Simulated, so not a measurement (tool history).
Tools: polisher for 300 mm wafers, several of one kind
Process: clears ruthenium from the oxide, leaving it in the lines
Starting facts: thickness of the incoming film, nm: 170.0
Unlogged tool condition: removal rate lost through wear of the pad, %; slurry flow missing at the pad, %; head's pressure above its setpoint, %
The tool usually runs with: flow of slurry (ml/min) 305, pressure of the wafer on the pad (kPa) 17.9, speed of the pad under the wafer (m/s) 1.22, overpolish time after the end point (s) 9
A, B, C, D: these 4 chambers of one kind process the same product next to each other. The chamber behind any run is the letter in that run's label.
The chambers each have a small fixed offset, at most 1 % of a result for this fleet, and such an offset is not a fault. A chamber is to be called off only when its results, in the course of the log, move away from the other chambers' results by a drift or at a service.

run	hour	flow of slurry (ml/min)	pressure of the wafer on the pad (kPa)	speed of the pad under the wafer (m/s)	overpolish time after the end point (s)	wafers polished on this pad	hours since the slurry nozzle was cleaned	hours since the head pressure was calibrated	time until the end point was called (s)
1C	7.3	305	17.9	1.22	9	449	523.5	963.4	118.670
2D	15.0	305	17.9	1.22	9	165	105.8	765.5	118.640
3A	23.9	305	17.9	1.22	9	841	683.3	88.2	117.480
4B	36.9	305	17.9	1.22	9	383	346.6	357.7	119.100
5C	50.5	305	17.9	1.22	9	868	566.7	1006.6	116.280
# hour 56.8: chamber C: worn pad replaced by a new one
6D	58.1	305	17.9	1.22	6	583	148.9	808.6	115.650
7B	66.1	305	17.9	1.22	6	666	375.8	386.9	120.440
# hour 70.9: chamber B: worn pad replaced by a new one
8A	76.9	305	17.9	1.22	6	1354	736.3	141.2	118.680
# hour 84.3: chamber C: head pressure recalibrated
9B	87.4	305	17.9	1.22	6	160	397.1	408.2	117.600
# hour 88.0: chamber A: slurry nozzle cleaned
# hour 95.3: chamber A: worn pad replaced by a new one
10D	98.6	305	17.9	1.22	9	976	189.4	849.1	114.810
# hour 105.2: chamber D: worn pad replaced by a new one
11A	109.3	305	17.9	1.22	9	135	21.3	173.6	117.920
12C	115.9	305	17.9	1.22	9	573	632.1	31.7	118.340
13A	122.2	305	17.9	1.22	9	260	34.2	186.5	118.960
14B	129.7	305	17.9	1.22	9	570	439.4	450.5	116.900
15D	141.9	260	17.9	1.22	9	355	232.7	892.4	118.770
# hour 143.3: chamber C: worn pad replaced by a new one
# hour 144.0: chamber B: worn pad replaced by a new one
16C	153.6	260	17.9	1.22	9	100	669.8	69.4	120.790
# hour 161.7: chamber C: slurry nozzle cleaned
17B	163.8	260	17.9	1.22	9	192	473.5	484.6	120.350
18D	175.6	260	17.9	1.22	9	682	266.4	926.1	116.130
19C	185.6	305	17.9	1.22	9	410	24.0	101.4	117.390
20A	192.5	305	17.9	1.22	9	942	104.5	256.8	116.750
# hour 194.7: chamber D: worn pad replaced by a new one
21C	199.5	305	17.9	1.22	9	545	37.9	115.3	117.190
# hour 203.5: chamber A: head pressure recalibrated
22D	206.1	305	17.9	1.22	9	111	296.9	956.6	114.730
23A	212.2	305	17.9	1.22	9	1133	124.2	8.8	116.400
# hour 217.7: chamber B: worn pad replaced by a new one
24B	218.4	305	17.9	1.22	9	6	528.1	539.2	116.730
25D	230.4	305	17.9	1.22	9	346	321.2	980.9	115.730
# hour 237.1: chamber A: worn pad replaced by a new one
26A	241.9	305	17.9	1.22	9	46	153.9	38.5	117.450
# hour 243.8: chamber C: worn pad replaced by a new one
27B	251.0	305	13.1	1.22	7	322	560.7	571.8	166.380
28C	262.6	305	13.1	1.22	7	182	101.0	178.4	164.150
29C	272.6	305	13.1	1.22	7	279	111.0	188.4	162.380
30B	281.3	305	13.1	1.22	7	616	591.0	602.1	164.470
31A	291.3	305	17.9	1.22	9	525	203.3	87.9	118.640
# hour 292.5: chamber D: worn pad replaced by a new one
# hour 294.1: chamber B: worn pad replaced by a new one
32D	297.2	305	17.9	1.22	9	45	388.0	1047.7	109.840
33D	304.9	305	17.9	1.22	9	120	395.7	1055.4	110.830
34A	317.9	305	17.9	1.22	9	783	229.9	114.5	116.670
# hour 321.9: chamber D: slurry nozzle cleaned
35C	331.0	305	17.9	1.22	9	846	169.4	246.8	118.760
# hour 333.9: chamber C: worn pad replaced by a new one
36B	341.2	305	17.9	1.22	9	457	650.9	662.0	114.170
37C	348.3	305	17.9	1.22	9	140	186.7	264.1	117.930
38A	355.4	305	17.9	1.22	9	1147	267.4	152.0	116.940
# hour 366.5: chamber A: worn pad replaced by a new one
39D	368.7	305	17.9	1.22	9	738	46.8	1119.2	106.890
# hour 376.9: chamber B: worn pad replaced by a new one
40B	380.1	305	17.9	1.22	9	31	689.8	700.9	118.700
41A	386.3	400	22.8	1.22	9	192	298.3	182.9	88.193
42C	398.1	400	22.8	1.22	9	623	236.5	313.9	92.056

Has any chamber moved away from the others, gradually or after a service, or does the common gauge drift, or do the chambers differ only by their own small steady offsets? State the chamber and the most likely cause if one applies.

Chamber D drifts away from the others.
Likeliest cause: head's pressure above its setpoint, % = 11.9.

Here are 4 candidates for chamber D's next run, each the usual settings with a change, their results left as question marks. Which one brings its results back in line with what the others give on the usual settings?
Counts as in line when no further than this from what the other chambers average on the usual settings: time until the end point was called (s) 4.600
43D-1	407.8	305	19.3	1.30	9				?
43D-2	407.8	305	17.2	1.20	9				?
43D-3	407.8	305	18.6	1.24	9				?
43D-4	407.8	300	15.9	1.22	9				?

The mean the other chambers reach with the usual settings: time until the end point was called (s) 117.750
run	time until the end point was called (s)
43D-1	90.704
43D-2	110.070
43D-3	98.587
43D-4	118.010
With 43D-4, the chamber falls back in line with the rest.
